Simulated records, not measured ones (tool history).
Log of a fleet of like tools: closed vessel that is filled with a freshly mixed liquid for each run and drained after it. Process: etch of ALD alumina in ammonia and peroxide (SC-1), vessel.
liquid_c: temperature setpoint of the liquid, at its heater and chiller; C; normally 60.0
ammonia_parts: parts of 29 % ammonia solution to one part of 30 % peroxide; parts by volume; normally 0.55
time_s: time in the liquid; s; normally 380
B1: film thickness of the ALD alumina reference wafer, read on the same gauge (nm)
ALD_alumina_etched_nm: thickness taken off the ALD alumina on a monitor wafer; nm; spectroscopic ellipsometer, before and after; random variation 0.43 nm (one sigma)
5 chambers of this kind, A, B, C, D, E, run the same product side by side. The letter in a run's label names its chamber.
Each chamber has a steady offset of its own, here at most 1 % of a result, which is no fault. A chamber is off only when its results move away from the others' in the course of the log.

Run 1A, day 0.254: usual settings; B1 90.027. Result: ALD_alumina_etched_nm 43.559 nm.
Run 2C, day 0.550: usual settings; B1 89.999. Result: ALD_alumina_etched_nm 44.072 nm.
Run 3E, day 0.725: usual settings; B1 90.011. Result: ALD_alumina_etched_nm 44.157 nm.
At day 0.846: chamber D: ammonia flow meter replaced.
Run 4D, day 0.983: usual settings; B1 90.011. Result: ALD_alumina_etched_nm 43.585 nm.
At day 1.100: chamber B: new drum of ammonia solution connected.
Run 5B, day 1.167: usual settings; B1 90.041. Result: ALD_alumina_etched_nm 42.639 nm.
Run 6D, day 1.400: usual settings; B1 89.986. Result: ALD_alumina_etched_nm 44.089 nm.
Run 7C, day 1.654: usual settings but liquid_c 67.5 C, ammonia_parts 0.75 parts by volume; B1 90.019. Result: ALD_alumina_etched_nm 65.197 nm.
At day 1.671: chamber D: new drum of ammonia solution connected.
Run 8B, day 1.892: usual settings but liquid_c 67.5 C, ammonia_parts 0.75 parts by volume; B1 90.003. Result: ALD_alumina_etched_nm 65.275 nm.
Run 9A, day 2.217: usual settings but liquid_c 67.5 C, ammonia_parts 0.75 parts by volume; B1 89.987. Result: ALD_alumina_etched_nm 66.392 nm.
Run 10E, day 2.400: usual settings but liquid_c 67.5 C, ammonia_parts 0.75 parts by volume; B1 90.002. Result: ALD_alumina_etched_nm 66.245 nm.
Run 11C, day 2.688: usual settings but liquid_c 67.5 C, ammonia_parts 0.75 parts by volume; B1 89.980. Result: ALD_alumina_etched_nm 66.106 nm.
Run 12B, day 2.954: usual settings; B1 90.007. Result: ALD_alumina_etched_nm 43.699 nm.
Run 13D, day 3.217: usual settings; B1 90.020. Result: ALD_alumina_etched_nm 44.110 nm.
Run 14E, day 3.446: usual settings; B1 89.993. Result: ALD_alumina_etched_nm 45.217 nm.
Run 15A, day 3.767: usual settings; B1 90.011. Result: ALD_alumina_etched_nm 43.506 nm.
Run 16E, day 4.021: usual settings; B1 90.029. Result: ALD_alumina_etched_nm 44.487 nm.
Run 17C, day 4.325: usual settings; B1 89.998. Result: ALD_alumina_etched_nm 44.271 nm.
Run 18B, day 4.562: usual settings but time_s 530 s; B1 90.005. Result: ALD_alumina_etched_nm 63.283 nm.
Run 19D, day 4.792: usual settings but time_s 530 s; B1 90.020. Result: ALD_alumina_etched_nm 61.610 nm.
Run 20A, day 4.975: usual settings but time_s 530 s; B1 89.992. Result: ALD_alumina_etched_nm 60.369 nm.
Run 21B, day 5.262: usual settings but time_s 530 s; B1 89.993. Result: ALD_alumina_etched_nm 64.139 nm.
Run 22D, day 5.558: usual settings but time_s 530 s; B1 89.992. Result: ALD_alumina_etched_nm 60.897 nm.
Run 23C, day 5.879: usual settings but ammonia_parts 0.35 parts by volume, time_s 220 s; B1 90.018. Result: ALD_alumina_etched_nm 24.123 nm.
Run 24E, day 6.038: usual settings but ammonia_parts 0.35 parts by volume, time_s 220 s; B1 89.987. Result: ALD_alumina_etched_nm 24.492 nm.
Run 25A, day 6.188: usual settings but ammonia_parts 0.35 parts by volume, time_s 220 s; B1 89.998. Result: ALD_alumina_etched_nm 24.289 nm.
At day 6.242: chamber C: new drum of ammonia solution connected.
Run 26C, day 6.442: usual settings but ammonia_parts 0.35 parts by volume, time_s 220 s; B1 89.998. Result: ALD_alumina_etched_nm 24.895 nm.
At day 6.608: chamber A: new drum of ammonia solution connected.
Run 27B, day 6.775: usual settings but ammonia_parts 0.35 parts by volume, time_s 220 s; B1 89.987. Result: ALD_alumina_etched_nm 26.442 nm.
Run 28D, day 6.967: usual settings; B1 90.031. Result: ALD_alumina_etched_nm 43.289 nm.
Run 29E, day 7.279: usual settings but liquid_c 50.5 C, ammonia_parts 0.45 parts by volume; B1 89.991. Result: ALD_alumina_etched_nm 26.444 nm.
Run 30A, day 7.617: usual settings but liquid_c 50.5 C, ammonia_parts 0.45 parts by volume; B1 89.975. Result: ALD_alumina_etched_nm 25.477 nm.
Run 31D, day 7.767: usual settings but liquid_c 50.5 C, ammonia_parts 0.45 parts by volume; B1 90.022. Result: ALD_alumina_etched_nm 26.366 nm.
Run 32E, day 8.004: usual settings but liquid_c 50.5 C, ammonia_parts 0.45 parts by volume; B1 90.000. Result: ALD_alumina_etched_nm 26.344 nm.
Run 33C, day 8.154: usual settings but liquid_c 50.5 C, ammonia_parts 0.45 parts by volume; B1 90.017. Result: ALD_alumina_etched_nm 26.397 nm.
Run 34B, day 8.475: usual settings; B1 90.003. Result: ALD_alumina_etched_nm 49.315 nm.

What goes on in this fleet: one chamber off, a drifting gauge, or nothing beyond the chambers' own small offsets? Name the chamber and the cause, if any.

It is chamber B that slowly wanders off from its peers.
Most likely cause: liquid hotter than its thermometer reads (K) = 2.29.

Which of the 4 candidates below, each the usual settings with something changed and its results left as question marks, puts chamber B back in line with what the other chambers give on the usual settings?
Counts as in line when no further than this from what the other chambers average on the usual settings: ALD_alumina_etched_nm 1.500 nm
Run 35B-1, day 8.725: usual settings but liquid_c 62.0 C. Result: ALD_alumina_etched_nm ?.
Run 35B-2, day 8.725: usual settings but liquid_c 58.0 C. Result: ALD_alumina_etched_nm ?.
Run 35B-3, day 8.725: usual settings but time_s 400 s. Result: ALD_alumina_etched_nm ?.
Run 35B-4, day 8.725: usual settings but time_s 360 s. Result: ALD_alumina_etched_nm ?.

Usual-settings mean across the other chambers: ALD_alumina_etched_nm 44.156 nm
  run  ALD_alumina_etched_nm
35B-1                 54.066
35B-2                 44.301
35B-3                 51.551
35B-4                 46.395
It is 35B-2 that realigns the chamber with its peers.

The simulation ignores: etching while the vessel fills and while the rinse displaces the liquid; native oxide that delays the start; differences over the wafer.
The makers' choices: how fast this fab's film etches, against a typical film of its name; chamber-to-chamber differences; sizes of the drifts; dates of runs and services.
